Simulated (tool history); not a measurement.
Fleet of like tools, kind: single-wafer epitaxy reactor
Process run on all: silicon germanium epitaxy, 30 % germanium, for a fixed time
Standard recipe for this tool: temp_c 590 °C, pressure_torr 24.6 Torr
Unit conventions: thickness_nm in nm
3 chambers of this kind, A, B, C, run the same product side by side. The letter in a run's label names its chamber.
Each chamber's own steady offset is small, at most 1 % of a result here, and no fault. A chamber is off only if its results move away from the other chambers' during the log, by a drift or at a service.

| run | hour | temp_c | pressure_torr | hours since the last pyrometer calibration | hours since the last manometer calibration | read-back reference wafer on the same gauge, thickness_nm | thickness_nm |
|---|---|---|---|---|---|---|---|
| 1B | 6.7 | 590 | 24.6 | 342.0 | 670.3 | 50.214 | 53.594 |
| 2A | 13.1 | 590 | 24.6 | 851.9 | 237.5 | 50.206 | 53.370 |
| 3C | 20.2 | 590 | 24.6 | 465.1 | 1310.9 | 50.213 | 52.811 |
| 4B | 28.2 | 590 | 24.6 | 363.5 | 691.8 | 50.211 | 53.699 |
| 5A | 36.6 | 590 | 24.6 | 875.4 | 261.0 | 50.230 | 53.311 |
| 6C | 44.1 | 590 | 24.6 | 489.0 | 1334.8 | 50.234 | 52.807 |
| 7C | 53.1 | 580 | 24.6 | 498.0 | 1343.8 | 50.250 | 43.790 |
| 8B | 61.6 | 580 | 24.6 | 396.9 | 725.2 | 50.250 | 44.583 |
| 9A | 67.4 | 580 | 24.6 | 906.2 | 291.8 | 50.260 | 44.244 |
| 10A | 75.3 | 590 | 24.6 | 914.1 | 299.7 | 50.267 | 53.410 |
| 11C | 79.9 | 590 | 24.6 | 524.8 | 1370.6 | 50.261 | 52.785 |
| 12B | 86.5 | 590 | 24.6 | 421.8 | 750.1 | 50.284 | 53.720 |
| 13A | 93.9 | 590 | 24.6 | 932.7 | 318.3 | 50.303 | 53.507 |
| 14B | 98.8 | 590 | 24.6 | 434.1 | 762.4 | 50.292 | 53.627 |
| 15C | 106.6 | 590 | 24.6 | 551.5 | 1397.3 | 50.303 | 52.890 |
| 16A | 114.3 | 590 | 29.0 | 953.1 | 338.7 | 50.285 | 57.090 |
| 17C | 122.3 | 590 | 29.0 | 567.2 | 1413.0 | 50.325 | 56.584 |
| 18B | 131.3 | 590 | 29.0 | 466.6 | 794.9 | 50.332 | 57.529 |
| 19C | 138.3 | 590 | 24.6 | 583.2 | 1429.0 | 50.336 | 52.950 |
| 20B | 146.6 | 590 | 24.6 | 481.9 | 810.2 | 50.351 | 53.640 |
| 21A | 152.3 | 590 | 24.6 | 991.1 | 376.7 | 50.340 | 53.383 |
| 22A | 156.7 | 584 | 29.0 | 995.5 | 381.1 | 50.340 | 51.086 |
| 23B | 164.6 | 584 | 29.0 | 499.9 | 828.2 | 50.355 | 51.511 |
| 24C | 169.8 | 584 | 29.0 | 614.7 | 1460.5 | 50.359 | 50.524 |
| 25A | 176.5 | 590 | 24.6 | 1015.3 | 400.9 | 50.386 | 53.441 |
| 26C | 182.7 | 590 | 24.6 | 627.6 | 1473.4 | 50.389 | 52.937 |
| 27B | 187.8 | 590 | 24.6 | 523.1 | 851.4 | 50.393 | 53.896 |
| 28A | 195.5 | 590 | 24.6 | 1034.3 | 419.9 | 50.393 | 53.580 |
| 29C | 203.8 | 590 | 24.6 | 648.7 | 1494.5 | 50.405 | 52.954 |
| 30B | 209.2 | 590 | 24.6 | 544.5 | 872.8 | 50.383 | 53.919 |
| 31C | 213.5 | 590 | 24.6 | 658.4 | 1504.2 | 50.407 | 52.995 |
| 32A | 221.6 | 590 | 24.6 | 1060.4 | 446.0 | 50.425 | 53.535 |
| 33B | 227.9 | 590 | 24.6 | 563.2 | 891.5 | 50.417 | 53.853 |
| 34B | 231.9 | 590 | 24.6 | 567.2 | 895.5 | 50.427 | 53.894 |
| 35C | 237.7 | 590 | 24.6 | 682.6 | 1528.4 | 50.429 | 52.917 |
| 36A | 242.9 | 597 | 24.6 | 1081.7 | 467.3 | 50.457 | 61.083 |
| 37A | 248.2 | 597 | 24.6 | 1087.0 | 472.6 | 50.436 | 61.030 |
| 38B | 253.6 | 597 | 24.6 | 588.9 | 917.2 | 50.451 | 61.175 |
| 39C | 262.0 | 590 | 24.6 | 706.9 | 1552.7 | 50.440 | 52.874 |

Predict what each chamber gives when all 3 of them run the settings below next.
| 40A | 268.6 | 604 | 24.6 |  |  |  | ? |
| 40B | 268.6 | 604 | 24.6 |  |  |  | ? |
| 40C | 268.6 | 604 | 24.6 |  |  |  | ? |

| run | thickness_nm |
|---|---|
| 40A | 69.185 |
| 40B | 69.353 |
| 40C | 68.437 |
